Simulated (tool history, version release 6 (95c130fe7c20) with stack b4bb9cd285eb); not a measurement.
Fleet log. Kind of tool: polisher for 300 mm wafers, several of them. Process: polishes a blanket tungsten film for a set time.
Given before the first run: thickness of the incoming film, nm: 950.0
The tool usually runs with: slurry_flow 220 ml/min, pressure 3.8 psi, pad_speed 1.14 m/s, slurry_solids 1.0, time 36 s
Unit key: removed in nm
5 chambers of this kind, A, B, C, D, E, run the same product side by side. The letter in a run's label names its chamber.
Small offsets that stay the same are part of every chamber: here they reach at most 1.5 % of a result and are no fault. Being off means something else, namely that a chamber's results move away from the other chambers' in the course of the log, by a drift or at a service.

run 1A hour=9.0 | slurry_flow=220 pressure=3.8 pad_speed=1.14 slurry_solids=1.0 time=36 | removed=210.84
-- hour=18.4 chamber B: slurry nozzle cleaned
run 2C hour=18.5 | slurry_flow=220 pressure=3.8 pad_speed=1.14 slurry_solids=1.0 time=36 | removed=212.34
-- hour=20.0 chamber E: worn pad replaced by a new one
-- hour=23.2 chamber D: slurry blender recalibrated
run 3D hour=25.8 | slurry_flow=220 pressure=3.8 pad_speed=1.14 slurry_solids=1.0 time=36 | removed=209.27
run 4B hour=31.9 | slurry_flow=220 pressure=3.8 pad_speed=1.14 slurry_solids=1.0 time=36 | removed=216.74
-- hour=38.2 chamber D: slurry tank refilled with fresh slurry and peroxide
run 5E hour=38.5 | slurry_flow=220 pressure=3.8 pad_speed=1.14 slurry_solids=1.0 time=36 | removed=208.89
run 6A hour=46.6 | slurry_flow=220 pressure=3.8 pad_speed=1.14 slurry_solids=1.0 time=36 | removed=211.69
-- hour=48.5 chamber C: slurry tank refilled with fresh slurry and peroxide
run 7C hour=56.8 | slurry_flow=220 pressure=3.8 pad_speed=1.14 slurry_solids=1.0 time=36 | removed=210.97
-- hour=58.2 chamber A: slurry tank refilled with fresh slurry and peroxide
-- hour=59.1 chamber C: worn pad replaced by a new one
run 8E hour=65.1 | slurry_flow=220 pressure=3.8 pad_speed=1.14 slurry_solids=1.0 time=36 | removed=213.90
run 9D hour=71.1 | slurry_flow=220 pressure=3.8 pad_speed=1.14 slurry_solids=1.0 time=36 | removed=212.57
-- hour=71.4 chamber B: worn pad replaced by a new one
-- hour=75.2 chamber D: worn pad replaced by a new one
-- hour=77.9 chamber E: slurry blender recalibrated
-- hour=80.5 chamber B: slurry tank refilled with fresh slurry and peroxide
run 10B hour=81.7 | slurry_flow=220 pressure=3.8 pad_speed=1.14 slurry_solids=1.0 time=36 | removed=216.22
-- hour=88.0 chamber C: slurry nozzle cleaned
run 11E hour=91.7 | slurry_flow=220 pressure=3.8 pad_speed=1.14 slurry_solids=1.0 time=36 | removed=207.88
-- hour=98.8 chamber E: worn pad replaced by a new one
run 12D hour=99.5 | slurry_flow=220 pressure=3.8 pad_speed=1.14 slurry_solids=1.0 time=36 | removed=204.61
-- hour=102.5 chamber A: worn pad replaced by a new one
run 13B hour=108.9 | slurry_flow=270 pressure=3.8 pad_speed=0.94 slurry_solids=1.0 time=36 | removed=180.66
run 14C hour=120.7 | slurry_flow=270 pressure=3.8 pad_speed=0.94 slurry_solids=1.0 time=36 | removed=173.98
-- hour=129.2 chamber C: slurry blender recalibrated
run 15A hour=129.2 | slurry_flow=270 pressure=3.8 pad_speed=0.94 slurry_solids=1.0 time=36 | removed=172.29
-- hour=134.5 chamber D: slurry blender recalibrated
run 16C hour=138.4 | slurry_flow=270 pressure=3.8 pad_speed=0.94 slurry_solids=1.0 time=36 | removed=178.70
-- hour=142.5 chamber E: slurry nozzle cleaned
run 17A hour=150.0 | slurry_flow=270 pressure=3.8 pad_speed=0.94 slurry_solids=1.0 time=36 | removed=170.19
run 18D hour=159.9 | slurry_flow=220 pressure=3.8 pad_speed=1.14 slurry_solids=1.0 time=36 | removed=209.87
-- hour=161.1 chamber A: slurry tank refilled with fresh slurry and peroxide
run 19B hour=166.6 | slurry_flow=220 pressure=3.8 pad_speed=1.14 slurry_solids=1.2 time=36 | removed=220.41
-- hour=169.6 chamber E: slurry tank refilled with fresh slurry and peroxide
-- hour=170.4 chamber C: slurry tank refilled with fresh slurry and peroxide
-- hour=172.1 chamber D: slurry nozzle cleaned
run 20E hour=174.8 | slurry_flow=220 pressure=3.8 pad_speed=1.14 slurry_solids=1.2 time=36 | removed=217.34
-- hour=180.6 chamber E: worn pad replaced by a new one
run 21A hour=184.1 | slurry_flow=220 pressure=3.8 pad_speed=1.14 slurry_solids=1.2 time=36 | removed=213.97
-- hour=192.2 chamber D: slurry tank refilled with fresh slurry and peroxide
run 22B hour=194.9 | slurry_flow=220 pressure=3.8 pad_speed=1.14 slurry_solids=1.2 time=36 | removed=224.03
run 23C hour=203.5 | slurry_flow=220 pressure=3.8 pad_speed=1.14 slurry_solids=1.2 time=36 | removed=222.37
-- hour=206.7 chamber D: worn pad replaced by a new one
run 24D hour=213.0 | slurry_flow=220 pressure=3.8 pad_speed=1.14 slurry_solids=1.0 time=36 | removed=210.09
run 25E hour=223.2 | slurry_flow=220 pressure=3.8 pad_speed=1.14 slurry_solids=1.0 time=36 | removed=209.72
run 26E hour=228.5 | slurry_flow=220 pressure=3.8 pad_speed=1.14 slurry_solids=1.0 time=36 | removed=214.18
run 27D hour=237.7 | slurry_flow=220 pressure=3.8 pad_speed=1.14 slurry_solids=1.0 time=36 | removed=209.30
-- hour=239.6 chamber B: slurry tank refilled with fresh slurry and peroxide
run 28C hour=242.9 | slurry_flow=220 pressure=3.8 pad_speed=1.14 slurry_solids=1.0 time=36 | removed=212.52
-- hour=246.1 chamber C: worn pad replaced by a new one
-- hour=250.3 chamber B: worn pad replaced by a new one
run 29A hour=250.5 | slurry_flow=220 pressure=3.8 pad_speed=1.14 slurry_solids=1.0 time=36 | removed=199.04
-- hour=250.9 chamber E: worn pad replaced by a new one
-- hour=254.3 chamber D: slurry blender recalibrated
run 30B hour=261.3 | slurry_flow=220 pressure=3.8 pad_speed=1.14 slurry_solids=1.0 time=36 | removed=214.39
run 31B hour=266.9 | slurry_flow=220 pressure=3.8 pad_speed=1.14 slurry_solids=1.0 time=36 | removed=218.06
-- hour=267.2 chamber B: head pressure recalibrated
-- hour=272.3 chamber A: slurry tank refilled with fresh slurry and peroxide
-- hour=274.6 chamber C: slurry tank refilled with fresh slurry and peroxide
run 32C hour=276.1 | slurry_flow=195 pressure=2.6 pad_speed=1.14 slurry_solids=1.0 time=36 | removed=141.82
-- hour=276.5 chamber A: worn pad replaced by a new one
run 33D hour=287.0 | slurry_flow=195 pressure=2.6 pad_speed=1.14 slurry_solids=1.0 time=36 | removed=140.38
run 34E hour=295.0 | slurry_flow=195 pressure=2.6 pad_speed=1.14 slurry_solids=1.0 time=36 | removed=140.28
-- hour=296.1 chamber B: slurry blender recalibrated
run 35A hour=304.1 | slurry_flow=195 pressure=2.6 pad_speed=1.14 slurry_solids=1.0 time=36 | removed=132.37
-- hour=309.1 chamber C: slurry blender recalibrated
run 36C hour=309.6 | slurry_flow=195 pressure=2.6 pad_speed=1.14 slurry_solids=1.0 time=36 | removed=142.74
run 37D hour=319.3 | slurry_flow=220 pressure=2.9 pad_speed=1.14 slurry_solids=1.0 time=40 | removed=181.28
-- hour=322.3 chamber E: worn pad replaced by a new one
run 38A hour=326.3 | slurry_flow=220 pressure=2.9 pad_speed=1.14 slurry_solids=1.0 time=40 | removed=168.49
run 39B hour=337.4 | slurry_flow=220 pressure=2.9 pad_speed=1.14 slurry_solids=1.0 time=40 | removed=181.54
run 40E hour=348.0 | slurry_flow=220 pressure=2.9 pad_speed=1.14 slurry_solids=1.0 time=40 | removed=180.05
run 41B hour=359.7 | slurry_flow=220 pressure=2.9 pad_speed=1.14 slurry_solids=1.0 time=40 | removed=180.53
-- hour=370.9 chamber E: slurry tank refilled with fresh slurry and peroxide
run 42E hour=371.5 | slurry_flow=220 pressure=3.8 pad_speed=1.14 slurry_solids=1.0 time=36 | removed=211.13

Read the log: is a single chamber off, either drifting away or since a service, is the gauge that measures every chamber drifting, or is nothing wrong beyond small per-chamber offsets? Name any odd chamber and what most likely caused it.

It is chamber A that slowly wanders off from its peers.
Likeliest cause: abrasive missing from the slurry, % = 28.9.
The log may not separate it from: slurry flow missing at the pad, %; head's pressure below its setpoint, %.

Below are 4 candidate recipes for chamber A's next run, each the usual settings with a change, their results shown as question marks. Which of them brings A's results back in line with what the other chambers give on the usual settings?
In line means no further than this from the other chambers' mean on the usual settings: removed 7.80 nm
run 43A-1 hour=380.0 | slurry_flow=220 pressure=3.8 pad_speed=1.24 slurry_solids=1.0 time=36 | removed=?
run 43A-2 hour=380.0 | slurry_flow=220 pressure=3.8 pad_speed=1.14 slurry_solids=1.0 time=33 | removed=?
run 43A-3 hour=380.0 | slurry_flow=220 pressure=4.0 pad_speed=1.22 slurry_solids=1.0 time=39 | removed=?
run 43A-4 hour=380.0 | slurry_flow=220 pressure=3.6 pad_speed=1.06 slurry_solids=1.0 time=34 | removed=?

Average result of the remaining chambers running the usual settings: removed 211.77 nm
run=43A-1 removed=209.42
run=43A-2 removed=176.58
run=43A-3 removed=235.07
run=43A-4 removed=160.28
43A-1 brings the chamber back in line.

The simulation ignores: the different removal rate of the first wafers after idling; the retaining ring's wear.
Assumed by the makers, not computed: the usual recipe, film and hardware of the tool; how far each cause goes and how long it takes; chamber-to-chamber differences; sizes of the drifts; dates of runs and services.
